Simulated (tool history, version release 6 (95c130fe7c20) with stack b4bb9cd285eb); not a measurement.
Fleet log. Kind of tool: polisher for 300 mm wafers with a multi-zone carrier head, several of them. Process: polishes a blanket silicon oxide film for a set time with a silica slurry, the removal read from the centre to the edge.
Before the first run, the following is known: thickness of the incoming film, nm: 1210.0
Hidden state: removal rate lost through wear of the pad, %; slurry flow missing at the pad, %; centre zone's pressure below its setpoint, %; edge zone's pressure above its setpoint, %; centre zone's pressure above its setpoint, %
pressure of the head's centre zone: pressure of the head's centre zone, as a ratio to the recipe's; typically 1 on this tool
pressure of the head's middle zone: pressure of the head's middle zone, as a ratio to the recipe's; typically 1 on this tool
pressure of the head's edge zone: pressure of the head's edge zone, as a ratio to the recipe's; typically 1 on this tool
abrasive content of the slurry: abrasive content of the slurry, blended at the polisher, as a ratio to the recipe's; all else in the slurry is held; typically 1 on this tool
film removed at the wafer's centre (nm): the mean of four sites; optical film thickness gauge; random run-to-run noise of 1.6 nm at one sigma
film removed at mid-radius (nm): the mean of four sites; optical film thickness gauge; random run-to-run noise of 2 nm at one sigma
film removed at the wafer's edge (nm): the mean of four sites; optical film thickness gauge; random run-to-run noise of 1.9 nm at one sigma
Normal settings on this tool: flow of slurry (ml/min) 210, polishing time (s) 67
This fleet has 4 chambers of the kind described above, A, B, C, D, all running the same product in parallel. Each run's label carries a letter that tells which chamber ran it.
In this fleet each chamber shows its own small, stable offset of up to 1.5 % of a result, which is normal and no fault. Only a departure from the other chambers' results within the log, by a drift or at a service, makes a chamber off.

run     day  flow of slurry (ml/min)  pressure of the head's centre zone  pressure of the head's middle zone  pressure of the head's edge zone  abrasive content of the slurry  polishing time (s)  wafers polished on this pad  hours since the slurry nozzle was cleaned  hours since the centre zone pressure was calibrated  hours since the edge zone pressure was calibrated  film removed at the wafer's centre (nm)  film removed at mid-radius (nm)  film removed at the wafer's edge (nm)
 1C   0.433                      210                                   1                                   1                                 1                               1                  67                          248                                      130.5                                                242.8                                              122.8                                   237.78                           238.18                                 238.36
      0.933  -- chamber B: worn pad replaced by a new one
 2D   0.962                      210                                   1                                   1                                 1                               1                  67                          381                                        524                                                263.3                                             1030.9                                   237.51                           233.62                                 237.07
 3A   1.283                      210                                   1                                   1                                 1                               1                  67                         1101                                      328.9                                                 98.7                                              306.1                                   237.79                            236.9                                 233.29
      1.292  -- chamber A: slurry nozzle cleaned
 4B    1.75                      210                                   1                                   1                                 1                               1                  67                          243                                      180.8                                                169.4                                             1032.7                                   239.76                           236.37                                 241.56
      1.825  -- chamber D: edge zone pressure recalibrated
      1.933  -- chamber A: worn pad replaced by a new one
 5D    2.15                      210                                   1                                   1                                 1                               1                  67                          733                                      552.5                                                291.8                                                7.8                                   240.44                           233.18                                 236.94
      2.417  -- chamber B: edge zone pressure recalibrated
 6C   2.671                      210                                   1                                   1                                 1                               1                  67                          912                                      184.2                                                296.5                                              176.5                                   236.18                           236.91                                 241.09
        2.8  -- chamber B: worn pad replaced by a new one
 7B   3.075                      210                                   1                                   1                                 1                            0.85                  67                           82                                      212.6                                                201.2                                               15.9                                   221.82                            218.5                                 221.42
      3.388  -- chamber D: worn pad replaced by a new one
 8A   3.629                      210                                   1                                   1                                 1                            0.85                  67                          503                                       56.2                                                  155                                              362.4                                   218.29                           219.89                                 216.31
      3.825  -- chamber D: slurry nozzle cleaned
 9C    4.05                      210                                   1                                   1                                 1                            0.85                  67                         1322                                      217.3                                                329.6                                              209.6                                    220.9                           216.41                                    219
        4.1  -- chamber D: centre zone pressure recalibrated
      4.188  -- chamber C: worn pad replaced by a new one
10A   4.462                      210                                   1                                   1                                 1                            0.85                  67                          751                                       76.2                                                  175                                              382.4                                   216.54                           218.12                                 214.36
11D   4.858                      210                                   1                                   1                                 1                               1                  67                          436                                       24.8                                                 18.3                                               72.8                                   218.42                           235.61                                 237.95
      5.183  -- chamber B: worn pad replaced by a new one
12B   5.367                      210                                 1.1                                   1                                 1                            0.85                  67                           55                                      267.6                                                256.2                                               70.9                                   244.65                           218.98                                 217.91
13D     5.7                      210                                 1.1                                   1                                 1                            0.85                  67                          686                                         45                                                 38.5                                                 93                                   224.18                           219.96                                 220.08
14C   5.975                      210                                 1.1                                   1                                 1                            0.85                  67                          530                                      263.5                                                375.8                                              255.8                                   243.91                           218.55                                 223.16
       6.05  -- chamber A: worn pad replaced by a new one
15B   6.529                      210                                 1.1                                   1                                 1                            0.85                  67                          400                                      295.5                                                284.1                                               98.8                                   248.96                           219.49                                 219.61
16A   6.804                      210                                   1                                   1                                 1                               1                  45                          223                                      132.4                                                231.2                                              438.6                                   158.42                           158.62                                 156.99
17B   7.167                      210                                   1                                   1                                 1                               1                  45                          589                                      310.8                                                299.4                                              114.1                                   162.03                           156.64                                 160.58
      7.262  -- chamber B: worn pad replaced by a new one
      7.429  -- chamber A: edge zone pressure recalibrated
      7.579  -- chamber D: worn pad replaced by a new one
18C   7.679                      210                                   1                                   1                                 1                               1                  45                         1036                                      304.4                                                416.7                                              296.7                                   159.07                           161.17                                 159.87
19D    8.15                      210                                   1                                   1                                 1                               1                  45                          169                                      103.8                                                 97.3                                              151.8                                   147.16                           159.38                                 158.77
      8.425  -- chamber C: worn pad replaced by a new one
20A    8.45                      210                                   1                                   1                                 1                               1                  67                          712                                      171.9                                                270.7                                               24.5                                    234.4                           237.74                                 235.37
21A   8.862                      210                                   1                                   1                                 1                               1                  67                          835                                      181.8                                                280.6                                               34.4                                   234.59                           234.43                                 231.37
22C   9.421                      210                                   1                                   1                                 1                               1                  67                          296                                      346.2                                                458.5                                              338.5                                   236.72                           236.54                                 238.84
      9.554  -- chamber B: worn pad replaced by a new one
23B   9.708                      210                                   1                                   1                                 1                               1                  67                           46                                      371.8                                                360.4                                              175.1                                   237.61                           234.99                                 238.04
24D  10.221                      210                                   1                                   1                                 1                               1                  67                          784                                      153.5                                                  147                                              201.5                                   217.09                           232.95                                 239.58
25B  10.504                      210                                   1                                   1                                 1                               1                  67                          282                                      390.9                                                379.5                                              194.2                                   240.12                           233.28                                 237.24
26C  10.967                      210                                   1                                   1                                 1                            0.85                  67                          755                                      383.3                                                495.6                                              375.6                                   221.22                           217.57                                  218.7

All chambers now run identical settings, listed one chamber a line with results as question marks. What results will each chamber show?
27A  11.375                      210                                 0.9                                   1                                 1                               1                  67                                                                                                                                                                                                                        ?                                ?                                      ?
27B  11.375                      210                                 0.9                                   1                                 1                               1                  67                                                                                                                                                                                                                        ?                                ?                                      ?
27C  11.375                      210                                 0.9                                   1                                 1                               1                  67                                                                                                                                                                                                                        ?                                ?                                      ?
27D  11.375                      210                                 0.9                                   1                                 1                               1                  67                                                                                                                                                                                                                        ?                                ?                                      ?

run  film removed at the wafer's centre (nm)  film removed at mid-radius (nm)  film removed at the wafer's edge (nm)
27A                                   210.66                           238.24                                 236.51
27B                                   212.21                           239.68                                 234.66
27C                                   211.15                           234.37                                 239.64
27D                                   194.44                           233.91                                 236.56
